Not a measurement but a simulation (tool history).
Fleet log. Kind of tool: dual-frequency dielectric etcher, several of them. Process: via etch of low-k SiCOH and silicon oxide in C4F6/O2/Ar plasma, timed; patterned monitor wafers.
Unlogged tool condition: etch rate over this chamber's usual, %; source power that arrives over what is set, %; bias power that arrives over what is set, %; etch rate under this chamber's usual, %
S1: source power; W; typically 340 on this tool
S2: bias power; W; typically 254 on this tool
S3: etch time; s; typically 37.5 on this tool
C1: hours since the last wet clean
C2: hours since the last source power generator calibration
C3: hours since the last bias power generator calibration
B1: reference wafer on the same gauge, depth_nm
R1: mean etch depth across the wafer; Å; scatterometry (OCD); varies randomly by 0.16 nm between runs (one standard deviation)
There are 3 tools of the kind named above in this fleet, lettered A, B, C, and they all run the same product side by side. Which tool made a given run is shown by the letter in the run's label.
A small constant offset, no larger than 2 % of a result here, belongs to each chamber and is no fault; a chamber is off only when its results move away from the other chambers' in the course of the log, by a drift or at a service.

run    day   S1   S2    S3     C1      C2      C3      B1      R1
 1C  0.117  340  254  37.5    124  1286.3  1303.8  117.04  1044.5
 2B  0.325  340  254  37.5  215.7  2025.2    98.1  116.97    1033
 3A  0.438  340  254  37.5   87.5   268.3    2299  116.94  1033.9
 4C  0.638  340  254  37.5  136.5  1298.8  1316.3  116.94  1042.5
 5B  0.792  290  254  37.5  226.9  2036.4   109.3  116.96  975.88
 6A  0.912  290  254  37.5   98.9   279.7  2310.4  116.92  973.02
 7C  1.033  290  254  37.5    146  1308.3  1325.8   116.9  982.97
 8A  1.258  340  254  37.5  107.2     288  2318.7  116.86  1035.4
 9B  1.467  340  254  37.5  243.1  2052.6   125.5  116.86  1034.1
10A  1.688  340  254  37.5  117.5   298.3    2329  116.85  1033.2
11B  1.883  420  254  37.5  253.1  2062.6   135.5  116.75  1126.2
12C  1.992  420  254  37.5    169  1331.3  1348.8   116.8  1128.2
13A  2.212  420  254  37.5  130.1   310.9  2341.6  116.82  1120.9
14C  2.342  340  220  37.5  177.4  1339.7  1357.2  116.77   992.9
15B  2.467  340  220  37.5  267.1  2076.6   149.5  116.71  983.28
16C  2.683  340  220  37.5  185.6  1347.9  1365.4  116.71  988.85
17B  2.808  340  254  37.5  275.3  2084.8   157.7  116.65  1034.4
18A  2.933  340  254  37.5  147.4   328.2  2358.9  116.71  1030.7
19A  3.104  340  254  37.5  151.5   332.3    2363  116.66  1033.8
20C  3.242  340  254  37.5    199  1361.3  1378.8  116.66    1042
21B  3.388  340  254  37.5  289.2  2098.7   171.6  116.66  1034.3
22B  3.575  340  254  37.5  293.7  2103.2   176.1   116.6  1034.5
23A  3.688  340  254  37.5  165.5   346.3    2377  116.61  1030.1
24C  3.867  340  254  45.5    214  1376.3  1393.8  116.62  1265.2
25B  4.029  340  254  45.5  304.6  2114.1     187  116.63  1253.6
26C  4.175  340  254  45.5  221.4  1383.7  1401.2  116.56  1258.9
27A  4.321  340  254  37.5  180.7   361.5  2392.2  116.58  1033.2
28C  4.538  340  292  46.5  230.1  1392.4  1409.9  116.52  1354.9
29A  4.758  340  292  46.5  191.2     372  2402.7   116.5  1339.5
30B  4.862  340  292  46.5  324.6  2134.1     207   116.5  1348.5
31B  5.062  340  254  37.5  329.4  2138.9   211.8  116.41  1035.5
32A  5.258  340  254  37.5  203.2     384  2414.7  116.49  1029.3
33C  5.462  340  254  37.5  252.3  1414.6  1432.1  116.44  1041.8
34B  5.579  340  254  37.5  341.8  2151.3   224.2  116.43  1031.8
35A  5.688  340  254  37.5  213.5   394.3    2425   116.4  1028.8
36C  5.829  340  254  37.5  261.1  1423.4  1440.9  116.44    1035
37C  6.012  340  254  37.5  265.5  1427.8  1445.3  116.38  1038.3
38B  6.212  340  254  37.5    357  2166.5   239.4  116.35  1029.9
39A  6.333  340  254  37.5    229   409.8  2440.5  116.35  1029.9
40C  6.433  340  254  37.5  275.6  1437.9  1455.4   116.3  1036.6
41A  6.567  340  254  37.5  234.6   415.4  2446.1  116.35  1033.1
42B  6.721  340  254  37.5  369.2  2178.7   251.6  116.32  1029.7
43B  6.912  370  254  37.5  373.8  2183.3   256.2  116.26  1065.5

Each of the 3 chambers runs these same settings next. Fill in every chamber's results:
44A  7.083  340  254  37.5                   ?
44B  7.083  340  254  37.5                   ?
44C  7.083  340  254  37.5                   ?

run      R1
44A  1028.8
44B  1029.8
44C  1038.3
